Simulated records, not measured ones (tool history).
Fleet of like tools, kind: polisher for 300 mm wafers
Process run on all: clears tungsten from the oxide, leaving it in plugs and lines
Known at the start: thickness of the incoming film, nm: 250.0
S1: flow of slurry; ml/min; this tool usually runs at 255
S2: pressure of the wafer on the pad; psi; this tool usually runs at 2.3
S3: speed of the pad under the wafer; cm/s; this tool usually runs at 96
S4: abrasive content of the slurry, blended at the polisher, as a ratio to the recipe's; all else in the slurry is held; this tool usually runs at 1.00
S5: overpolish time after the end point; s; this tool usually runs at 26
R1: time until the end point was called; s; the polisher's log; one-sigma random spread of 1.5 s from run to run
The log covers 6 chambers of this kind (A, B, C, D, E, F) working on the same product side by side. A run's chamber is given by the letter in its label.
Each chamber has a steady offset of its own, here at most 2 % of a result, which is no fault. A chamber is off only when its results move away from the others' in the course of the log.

{"hour": 1.5, "done": "chamber A: worn pad replaced by a new one"}
{"hour": 1.6, "done": "chamber D: head pressure recalibrated"}
{"hour": 7.1, "done": "chamber C: slurry tank refilled with fresh slurry and peroxide"}
{"hour": 8.2, "done": "chamber D: slurry tank refilled with fresh slurry and peroxide"}
{"run": "1B", "hour": 10.7, "S1": 255, "S2": 2.3, "S3": 96, "S4": 1.0, "S5": 26, "R1": 83.391}
{"hour": 12.6, "done": "chamber F: worn pad replaced by a new one"}
{"hour": 13.2, "done": "chamber B: slurry tank refilled with fresh slurry and peroxide"}
{"hour": 14.2, "done": "chamber D: worn pad replaced by a new one"}
{"run": "2C", "hour": 18.0, "S1": 255, "S2": 2.3, "S3": 96, "S4": 1.0, "S5": 26, "R1": 86.059}
{"run": "3A", "hour": 27.1, "S1": 255, "S2": 2.3, "S3": 96, "S4": 1.0, "S5": 26, "R1": 85.319}
{"hour": 31.5, "done": "chamber C: worn pad replaced by a new one"}
{"run": "4F", "hour": 36.7, "S1": 255, "S2": 2.3, "S3": 96, "S4": 1.0, "S5": 26, "R1": 87.946}
{"run": "5E", "hour": 43.3, "S1": 255, "S2": 2.3, "S3": 96, "S4": 1.0, "S5": 26, "R1": 87.219}
{"hour": 47.6, "done": "chamber A: slurry tank refilled with fresh slurry and peroxide"}
{"run": "6D", "hour": 54.1, "S1": 255, "S2": 2.3, "S3": 96, "S4": 1.0, "S5": 26, "R1": 84.26}
{"run": "7A", "hour": 63.2, "S1": 255, "S2": 2.3, "S3": 96, "S4": 1.0, "S5": 26, "R1": 85.036}
{"hour": 65.0, "done": "chamber B: worn pad replaced by a new one"}
{"run": "8D", "hour": 73.3, "S1": 255, "S2": 2.3, "S3": 96, "S4": 1.0, "S5": 26, "R1": 83.148}
{"hour": 78.0, "done": "chamber A: slurry blender recalibrated"}
{"run": "9B", "hour": 82.0, "S1": 255, "S2": 2.3, "S3": 96, "S4": 1.0, "S5": 26, "R1": 82.909}
{"run": "10C", "hour": 90.3, "S1": 255, "S2": 2.3, "S3": 96, "S4": 1.0, "S5": 26, "R1": 86.427}
{"hour": 96.3, "done": "chamber B: slurry tank refilled with fresh slurry and peroxide"}
{"run": "11E", "hour": 96.5, "S1": 255, "S2": 2.3, "S3": 96, "S4": 1.0, "S5": 13, "R1": 85.723}
{"hour": 100.6, "done": "chamber B: slurry nozzle cleaned"}
{"run": "12F", "hour": 109.6, "S1": 255, "S2": 2.3, "S3": 96, "S4": 1.0, "S5": 13, "R1": 87.213}
{"hour": 113.1, "done": "chamber A: worn pad replaced by a new one"}
{"hour": 116.0, "done": "chamber E: slurry nozzle cleaned"}
{"run": "13D", "hour": 116.2, "S1": 255, "S2": 2.3, "S3": 96, "S4": 1.0, "S5": 13, "R1": 83.777}
{"hour": 123.2, "done": "chamber C: slurry nozzle cleaned"}
{"run": "14E", "hour": 128.0, "S1": 255, "S2": 2.3, "S3": 96, "S4": 1.0, "S5": 13, "R1": 84.887}
{"hour": 130.0, "done": "chamber D: slurry blender recalibrated"}
{"hour": 135.4, "done": "chamber B: slurry blender recalibrated"}
{"run": "15B", "hour": 137.3, "S1": 255, "S2": 2.3, "S3": 96, "S4": 1.0, "S5": 13, "R1": 82.566}
{"hour": 141.3, "done": "chamber F: slurry blender recalibrated"}
{"hour": 146.8, "done": "chamber D: slurry tank refilled with fresh slurry and peroxide"}
{"run": "16A", "hour": 149.3, "S1": 255, "S2": 2.3, "S3": 96, "S4": 1.0, "S5": 13, "R1": 86.087}
{"run": "17C", "hour": 161.9, "S1": 255, "S2": 2.3, "S3": 96, "S4": 1.0, "S5": 26, "R1": 85.106}
{"hour": 164.4, "done": "chamber C: slurry tank refilled with fresh slurry and peroxide"}
{"hour": 166.0, "done": "chamber E: worn pad replaced by a new one"}
{"hour": 167.9, "done": "chamber B: worn pad replaced by a new one"}
{"run": "18F", "hour": 168.6, "S1": 255, "S2": 2.3, "S3": 96, "S4": 1.0, "S5": 26, "R1": 93.5}
{"hour": 169.5, "done": "chamber E: slurry tank refilled with fresh slurry and peroxide"}
{"hour": 175.7, "done": "chamber F: worn pad replaced by a new one"}
{"hour": 176.7, "done": "chamber B: slurry tank refilled with fresh slurry and peroxide"}
{"run": "19B", "hour": 178.0, "S1": 255, "S2": 2.3, "S3": 96, "S4": 1.0, "S5": 26, "R1": 86.427}
{"run": "20F", "hour": 185.1, "S1": 255, "S2": 2.3, "S3": 96, "S4": 1.0, "S5": 26, "R1": 90.34}
{"run": "21A", "hour": 198.0, "S1": 255, "S2": 2.3, "S3": 96, "S4": 1.0, "S5": 26, "R1": 84.44}
{"hour": 200.9, "done": "chamber A: slurry tank refilled with fresh slurry and peroxide"}
{"hour": 205.3, "done": "chamber E: slurry blender recalibrated"}
{"run": "22D", "hour": 208.3, "S1": 255, "S2": 2.3, "S3": 96, "S4": 1.0, "S5": 26, "R1": 84.727}
{"hour": 213.9, "done": "chamber C: head pressure recalibrated"}
{"run": "23C", "hour": 214.4, "S1": 345, "S2": 2.3, "S3": 96, "S4": 1.0, "S5": 33, "R1": 84.474}
{"hour": 222.2, "done": "chamber A: worn pad replaced by a new one"}
{"run": "24E", "hour": 223.5, "S1": 345, "S2": 2.3, "S3": 96, "S4": 1.0, "S5": 33, "R1": 81.423}
{"hour": 229.1, "done": "chamber C: worn pad replaced by a new one"}
{"hour": 233.2, "done": "chamber A: slurry blender recalibrated"}
{"run": "25A", "hour": 234.9, "S1": 345, "S2": 2.3, "S3": 96, "S4": 1.0, "S5": 33, "R1": 81.554}
{"run": "26D", "hour": 243.4, "S1": 345, "S2": 2.3, "S3": 96, "S4": 1.0, "S5": 33, "R1": 84.224}
{"hour": 246.8, "done": "chamber B: slurry tank refilled with fresh slurry and peroxide"}
{"run": "27C", "hour": 251.4, "S1": 345, "S2": 2.3, "S3": 96, "S4": 1.0, "S5": 33, "R1": 80.772}
{"hour": 255.8, "done": "chamber D: slurry tank refilled with fresh slurry and peroxide"}
{"run": "28F", "hour": 259.1, "S1": 345, "S2": 2.3, "S3": 96, "S4": 1.0, "S5": 33, "R1": 92.527}
{"run": "29B", "hour": 268.1, "S1": 255, "S2": 2.3, "S3": 96, "S4": 1.0, "S5": 26, "R1": 83.164}
{"hour": 274.6, "done": "chamber B: worn pad replaced by a new one"}
{"hour": 275.6, "done": "chamber D: worn pad replaced by a new one"}
{"run": "30E", "hour": 276.2, "S1": 255, "S2": 2.3, "S3": 96, "S4": 1.0, "S5": 26, "R1": 84.109}
{"hour": 278.7, "done": "chamber E: head pressure recalibrated"}
{"hour": 280.3, "done": "chamber F: slurry nozzle cleaned"}
{"run": "31A", "hour": 285.1, "S1": 255, "S2": 2.3, "S3": 96, "S4": 1.0, "S5": 26, "R1": 84.38}
{"hour": 285.7, "done": "chamber B: head pressure recalibrated"}
{"run": "32F", "hour": 291.0, "S1": 255, "S2": 2.3, "S3": 96, "S4": 1.0, "S5": 26, "R1": 96.111}
{"hour": 292.3, "done": "chamber C: slurry blender recalibrated"}
{"run": "33B", "hour": 298.9, "S1": 255, "S2": 2.3, "S3": 96, "S4": 1.0, "S5": 26, "R1": 82.466}
{"hour": 306.4, "done": "chamber B: slurry blender recalibrated"}
{"run": "34E", "hour": 308.5, "S1": 255, "S2": 2.3, "S3": 96, "S4": 1.0, "S5": 26, "R1": 85.982}
{"hour": 310.8, "done": "chamber D: slurry nozzle cleaned"}
{"hour": 317.0, "done": "chamber B: slurry tank refilled with fresh slurry and peroxide"}
{"run": "35C", "hour": 319.0, "S1": 255, "S2": 2.3, "S3": 96, "S4": 0.75, "S5": 26, "R1": 89.219}
{"run": "36D", "hour": 328.0, "S1": 255, "S2": 2.3, "S3": 96, "S4": 0.75, "S5": 26, "R1": 90.651}
{"hour": 334.2, "done": "chamber A: slurry tank refilled with fresh slurry and peroxide"}
{"run": "37E", "hour": 338.0, "S1": 255, "S2": 2.3, "S3": 96, "S4": 0.75, "S5": 26, "R1": 89.838}
{"hour": 345.6, "done": "chamber C: slurry tank refilled with fresh slurry and peroxide"}
{"run": "38B", "hour": 350.5, "S1": 255, "S2": 2.3, "S3": 96, "S4": 0.75, "S5": 26, "R1": 87.89}
{"hour": 351.5, "done": "chamber F: worn pad replaced by a new one"}
{"hour": 358.4, "done": "chamber A: worn pad replaced by a new one"}
{"run": "39D", "hour": 363.8, "S1": 255, "S2": 2.3, "S3": 96, "S4": 0.75, "S5": 26, "R1": 92.041}
{"hour": 373.4, "done": "chamber A: slurry blender recalibrated"}
{"run": "40A", "hour": 374.6, "S1": 255, "S2": 2.3, "S3": 96, "S4": 0.75, "S5": 26, "R1": 88.881}
{"hour": 382.6, "done": "chamber C: worn pad replaced by a new one"}
{"run": "41F", "hour": 383.1, "S1": 255, "S2": 2.3, "S3": 96, "S4": 1.0, "S5": 26, "R1": 102.53}
{"run": "42C", "hour": 394.9, "S1": 255, "S2": 2.3, "S3": 96, "S4": 1.0, "S5": 26, "R1": 86.779}

One chamber off, gauge drift, or nothing amiss beyond the chambers' own small offsets? If it is a chamber, which one, and what is the likeliest cause?

Little by little, chamber F moves away from the other chambers.
Likeliest cause: peroxide lost from the slurry, % = 39.5.

Which of the 4 candidates below, each the usual settings with something changed and its results left as question marks, puts chamber F back in line with what the other chambers give on the usual settings?
Maximum distance from the other chambers' mean on the usual settings for a result to count as in line: R1 5.400 s
{"run": "43F-1", "hour": 404.7, "S1": 255, "S2": 2.9, "S3": 122, "S4": 1.0, "S5": 26, "R1": "?"}
{"run": "43F-2", "hour": 404.7, "S1": 250, "S2": 2.1, "S3": 86, "S4": 1.0, "S5": 26, "R1": "?"}
{"run": "43F-3", "hour": 404.7, "S1": 245, "S2": 1.5, "S3": 96, "S4": 0.95, "S5": 26, "R1": "?"}
{"run": "43F-4", "hour": 404.7, "S1": 260, "S2": 2.8, "S3": 96, "S4": 1.05, "S5": 26, "R1": "?"}

Other chambers, usual settings, mean: R1 85.289 s
run=43F-1 R1=66.279
run=43F-2 R1=130.700
run=43F-3 R1=166.110
run=43F-4 R1=86.304
The answer is 43F-4, which returns the chamber to within the allowed miss of the others.
